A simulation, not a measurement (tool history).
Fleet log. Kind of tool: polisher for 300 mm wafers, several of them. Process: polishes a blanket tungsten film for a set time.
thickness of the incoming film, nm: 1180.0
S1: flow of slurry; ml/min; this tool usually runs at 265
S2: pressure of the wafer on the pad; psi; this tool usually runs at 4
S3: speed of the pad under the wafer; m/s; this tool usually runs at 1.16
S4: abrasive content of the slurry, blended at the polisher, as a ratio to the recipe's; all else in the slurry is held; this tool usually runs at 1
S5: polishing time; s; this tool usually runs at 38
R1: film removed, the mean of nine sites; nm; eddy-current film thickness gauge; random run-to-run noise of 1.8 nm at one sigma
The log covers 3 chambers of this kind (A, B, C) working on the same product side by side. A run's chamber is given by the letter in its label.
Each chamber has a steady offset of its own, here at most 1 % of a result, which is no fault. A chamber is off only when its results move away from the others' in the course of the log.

| run | day | S1 | S2 | S3 | S4 | S5 | R1 |
|---|---|---|---|---|---|---|---|
| 1A | 0.167 | 265 | 4 | 1.16 | 1 | 38 | 206.39 |
| 2B | 0.346 | 265 | 4 | 1.16 | 1 | 38 | 203.95 |
| 3C | 0.496 | 265 | 4 | 1.16 | 1 | 38 | 203.73 |
| 4B | 0.704 | 265 | 4 | 1.16 | 1 | 38 | 208.3 |
| 5A | 0.883 | 265 | 4 | 1.16 | 1 | 38 | 205.41 |
|  | 0.946 | chamber A: worn pad replaced by a new one |
| 6C | 1.012 | 265 | 4 | 1.16 | 1 | 38 | 202.88 |
| 7B | 1.171 | 265 | 4 | 1.16 | 1 | 38 | 201.37 |
| 8A | 1.283 | 265 | 4.8 | 1.16 | 1 | 38 | 247.87 |
|  | 1.304 | chamber A: slurry nozzle cleaned |
| 9C | 1.475 | 265 | 4.8 | 1.16 | 1 | 38 | 242.08 |
|  | 1.55 | chamber C: slurry tank refilled with fresh slurry and peroxide |
| 10C | 1.579 | 265 | 4.8 | 1.16 | 1 | 38 | 238.56 |
|  | 1.629 | chamber B: worn pad replaced by a new one |
| 11A | 1.696 | 265 | 4 | 1.16 | 1 | 38 | 204.22 |
| 12B | 1.875 | 265 | 4 | 1.16 | 1 | 38 | 203.94 |
| 13B | 1.992 | 265 | 4 | 1.16 | 1 | 38 | 204.34 |
| 14A | 2.158 | 265 | 4 | 1.16 | 1 | 38 | 203.97 |
| 15C | 2.288 | 265 | 4 | 1.16 | 1 | 38 | 201.55 |
| 16B | 2.467 | 265 | 4 | 1.16 | 1 | 38 | 201.89 |
| 17A | 2.654 | 265 | 4 | 1.16 | 1 | 38 | 205.85 |
| 18C | 2.8 | 265 | 4 | 1.16 | 1 | 38 | 201.36 |
| 19B | 2.962 | 265 | 4 | 1.16 | 1 | 38 | 202.97 |
|  | 3.008 | chamber A: slurry tank refilled with fresh slurry and peroxide |
|  | 3.054 | chamber B: slurry tank refilled with fresh slurry and peroxide |
| 20A | 3.183 | 265 | 2.9 | 1.16 | 1.25 | 38 | 156.02 |
|  | 3.238 | chamber C: slurry blender recalibrated |
| 21C | 3.371 | 265 | 2.9 | 1.16 | 1.25 | 38 | 153.82 |
| 22A | 3.471 | 265 | 2.9 | 1.16 | 1.25 | 38 | 155.07 |
| 23C | 3.65 | 265 | 4 | 1.16 | 1 | 38 | 203.28 |
|  | 3.804 | chamber B: slurry nozzle cleaned |
| 24B | 3.821 | 265 | 4 | 1.16 | 1 | 38 | 203.11 |
| 25C | 4 | 265 | 4 | 1.16 | 1 | 38 | 204.23 |
| 26A | 4.121 | 265 | 4 | 1.16 | 1 | 38 | 203.41 |
| 27B | 4.262 | 265 | 4 | 1.16 | 1 | 38 | 203.69 |
| 28C | 4.408 | 265 | 4 | 1.16 | 1 | 38 | 200.3 |
| 29B | 4.567 | 265 | 4 | 1.16 | 1 | 38 | 204.11 |

All chambers now run identical settings, listed one chamber a line with results as question marks. What results will each chamber show?
| 30A | 4.729 | 265 | 4 | 1.16 | 1 | 38 | ? |
| 30B | 4.729 | 265 | 4 | 1.16 | 1 | 38 | ? |
| 30C | 4.729 | 265 | 4 | 1.16 | 1 | 38 | ? |

| run | R1 |
|---|---|
| 30A | 204.25 |
| 30B | 208.23 |
| 30C | 202.41 |
